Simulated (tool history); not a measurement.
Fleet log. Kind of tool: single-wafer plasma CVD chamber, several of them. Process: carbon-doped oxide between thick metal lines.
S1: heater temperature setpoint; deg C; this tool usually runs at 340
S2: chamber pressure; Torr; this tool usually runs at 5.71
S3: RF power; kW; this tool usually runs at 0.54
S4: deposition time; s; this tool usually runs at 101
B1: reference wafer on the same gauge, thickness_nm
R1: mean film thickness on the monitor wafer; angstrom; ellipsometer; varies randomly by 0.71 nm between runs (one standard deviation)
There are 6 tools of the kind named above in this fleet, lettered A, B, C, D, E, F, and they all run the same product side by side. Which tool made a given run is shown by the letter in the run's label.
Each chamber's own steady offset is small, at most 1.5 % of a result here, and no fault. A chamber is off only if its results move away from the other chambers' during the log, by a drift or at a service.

run,hour,S1,S2,S3,S4,B1,R1
1B,7.4,340,5.71,0.54,101,579.97,5588.1
2F,14.8,340,5.71,0.54,101,579.79,5571.3
3C,26.5,340,5.71,0.54,101,579.91,5605.3
4D,37.4,340,5.71,0.54,101,579.77,5522.2
5A,48.9,340,5.71,0.54,101,579.46,5640.9
6E,54.2,340,5.71,0.54,101,579.47,5590.2
7D,60.7,340,5.71,0.54,118,579.52,6449.8
8E,70.1,340,5.71,0.54,118,579.39,6511.2
9B,77.8,340,5.71,0.54,118,579.15,6522.2
10A,87.9,340,5.71,0.54,118,579.05,6578.3
11F,94.2,340,5.71,0.54,118,579,6501.4
12C,105.6,340,5.71,0.54,118,579.06,6540.8
13C,116.2,340,5.71,0.54,101,579.02,5595.2
14A,127.1,348,6.96,0.54,101,579.05,5624
15B,138.7,348,6.96,0.54,101,578.56,5582.7
16E,147.7,348,6.96,0.54,101,578.67,5559
17D,153.2,348,6.96,0.54,101,578.49,5510.9
18F,164.2,348,6.96,0.54,101,578.47,5555.9
19F,172.9,348,6.96,0.54,101,578.54,5562.6
# hour 176.9: chamber A: RF generator calibrated
20C,183.7,340,5.71,0.54,101,578.37,5594.5
21B,188.9,340,5.71,0.54,101,578.23,5578.2
22E,199.3,340,5.71,0.54,101,578.27,5579
23A,207,340,5.71,0.54,101,578.11,5614.4
24D,215.5,340,5.71,0.54,101,578.03,5506.3
25C,225.6,340,5.71,0.54,101,577.96,5594.5
26A,231.1,340,5.71,0.62,101,578.03,6108.9
27E,242,340,5.71,0.62,101,577.78,6044.9
# hour 247.4: chamber B: RF generator calibrated
28D,247.7,340,5.71,0.62,101,577.79,5958.7
29F,252.8,340,5.71,0.62,101,577.68,6020.3
30B,258.2,340,5.71,0.62,101,577.71,6051.7
31B,264.6,340,5.71,0.62,101,577.45,6052.1
32A,273.5,340,5.71,0.54,101,577.55,5615.7
33F,283.6,340,5.71,0.54,101,577.51,5551.7
34C,290,340,5.71,0.54,101,577.28,5577.4
35E,299.4,340,5.71,0.54,101,577.28,5560.2
36D,305.8,340,5.71,0.54,101,577.27,5498.6
37E,317.1,340,5.71,0.54,101,577.18,5573.7
38F,323.8,340,5.71,0.54,101,576.85,5561.8
39A,330.8,340,5.71,0.54,91,577.01,5057.3

Next, all 6 chambers run the settings below, one line each with question marks for the results. What does each chamber give?
40A,339.4,340,5.71,0.54,101,,?
40B,339.4,340,5.71,0.54,101,,?
40C,339.4,340,5.71,0.54,101,,?
40D,339.4,340,5.71,0.54,101,,?
40E,339.4,340,5.71,0.54,101,,?
40F,339.4,340,5.71,0.54,101,,?

run,R1
40A,5617.5
40B,5562.5
40C,5572
40D,5490.9
40E,5562.3
40F,5545
